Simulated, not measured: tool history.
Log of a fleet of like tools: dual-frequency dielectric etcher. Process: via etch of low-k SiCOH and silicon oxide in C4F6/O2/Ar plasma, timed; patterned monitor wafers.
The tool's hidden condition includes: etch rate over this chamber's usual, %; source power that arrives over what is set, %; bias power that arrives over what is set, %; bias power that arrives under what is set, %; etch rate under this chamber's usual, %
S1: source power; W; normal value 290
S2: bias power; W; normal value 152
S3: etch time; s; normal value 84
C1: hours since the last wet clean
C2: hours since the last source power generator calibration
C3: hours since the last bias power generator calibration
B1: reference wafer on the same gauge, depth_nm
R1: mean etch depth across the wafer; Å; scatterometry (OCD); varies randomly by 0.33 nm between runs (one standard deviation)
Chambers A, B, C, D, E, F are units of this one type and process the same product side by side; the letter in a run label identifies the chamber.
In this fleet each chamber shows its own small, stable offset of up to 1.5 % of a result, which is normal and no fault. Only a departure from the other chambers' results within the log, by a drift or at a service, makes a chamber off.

run   hour   S1   S2  S3     C1      C2      C3      B1      R1
 1D    5.8  290  152  84  365.5   396.8    2608   171.1  1979.1
 2C   13.6  290  152  84  559.4  1286.5  1258.6  171.03  1988.5
      13.8  -- chamber A: wet clean of the chamber
 3B   21.3  290  152  84  200.7  2279.3   929.3   171.2  1947.8
 4F   28.3  290  152  84  400.8   952.2  2323.4  171.14  1958.3
 5E   32.4  290  152  84  450.1  3136.7   675.5  171.17  1961.3
 6A   38.3  330  152  84   24.5  2508.8   576.1  171.13  2058.4
 7D   42.2  330  152  84  401.9   433.2  2644.4  171.32  2083.8
      46.3  -- chamber E: wet clean of the chamber
 8C   48.4  330  152  84  594.2  1321.3  1293.4  171.19  2091.9
 9A   53.8  330  152  84     40  2524.3   591.6  171.24  2068.7
10B   61.6  330  152  84    241  2319.6   969.6   171.3  2045.9
11E   68.2  330  152  84     22  3172.5   711.3  171.32  2072.9
12F   74.1  290  152  84  446.6     998  2369.2  171.37    1964
13C   79.1  290  152  84  624.9    1352  1324.1  171.45  1992.3
      79.9  -- chamber D: wet clean of the chamber
14E   85.4  290  152  84   39.2  3189.7   728.5  171.46  1969.2
      93.4  -- chamber D: bias power generator calibrated
15A   93.5  290  152  84   79.7    2564   631.3   171.4  1962.8
     100.6  -- chamber C: wet clean of the chamber
16D  100.9  290  152  84   21.1   491.9     7.6  171.54  1985.9
17B  107.2  290  152  84  286.6  2365.2  1015.2  171.51    1954
18F  113.3  290  152  84  485.8  1037.2  2408.4  171.49  1964.7
19F  119.7  290  152  84  492.2  1043.6  2414.8  171.57  1961.4
20E  125.6  290  152  84   79.4  3229.9   768.7  171.58  1969.2
21D  131.9  290  152  84   52.1   522.9    38.6  171.63  1991.6
22C    140  290  152  84   39.5  1412.9    1385  171.68  1988.5
     140.5  -- chamber F: wet clean of the chamber
23B  147.3  290  152  84  326.7  2405.3  1055.3   171.7  1951.7
24A  155.6  340  130  84  141.8  2626.1   693.4  171.83  2003.4
25F  160.3  340  130  84   19.8  1084.2  2455.4  171.77  1993.9
26D  166.3  340  130  84   86.5   557.3      73  171.82  2013.7
27E  170.1  340  130  84  123.9  3274.4   813.2  171.78  2008.6
28A  175.1  340  130  84  161.3  2645.6   712.9  171.84  2000.9
29B  179.7  340  130  84  359.1  2437.7  1087.7   171.9  1979.1
30C  183.4  290  152  84   82.9  1456.3  1428.4   171.8  1999.3
31F  189.1  290  152  84   48.6    1113  2484.2   171.9  1973.2
32E  194.4  290  152  84  148.2  3298.7   837.5  171.85    1974
33A  202.1  290  152  84  188.3  2672.6   739.9  171.91    1977
34B  206.1  290  152  84  385.5  2464.1  1114.1  171.98  1957.3
35D  213.7  290  152  84  133.9   604.7   120.4  171.97  1985.5
36C  221.6  290  152  84  121.1  1494.5  1466.6  171.98  2002.1
37A  227.8  290  152  84    214  2698.3   765.6  172.05  1980.7
38D  232.1  290  152  84  152.3   623.1   138.8  172.19  1995.8
39E  239.2  290  152  84    193  3343.5   882.3  172.06    1977
40B    245  290  152  84  424.4    2503    1153   172.1  1957.7

Has any chamber moved away from the others, gradually or after a service, or does the common gauge drift, or do the chambers differ only by their own small steady offsets? State the chamber and the most likely cause if one applies.

No chamber is off; the gauge reading every chamber's wafers drifts, which makes the whole fleet appear to move together.
Cause: gauge reads high (%) = 0.683.

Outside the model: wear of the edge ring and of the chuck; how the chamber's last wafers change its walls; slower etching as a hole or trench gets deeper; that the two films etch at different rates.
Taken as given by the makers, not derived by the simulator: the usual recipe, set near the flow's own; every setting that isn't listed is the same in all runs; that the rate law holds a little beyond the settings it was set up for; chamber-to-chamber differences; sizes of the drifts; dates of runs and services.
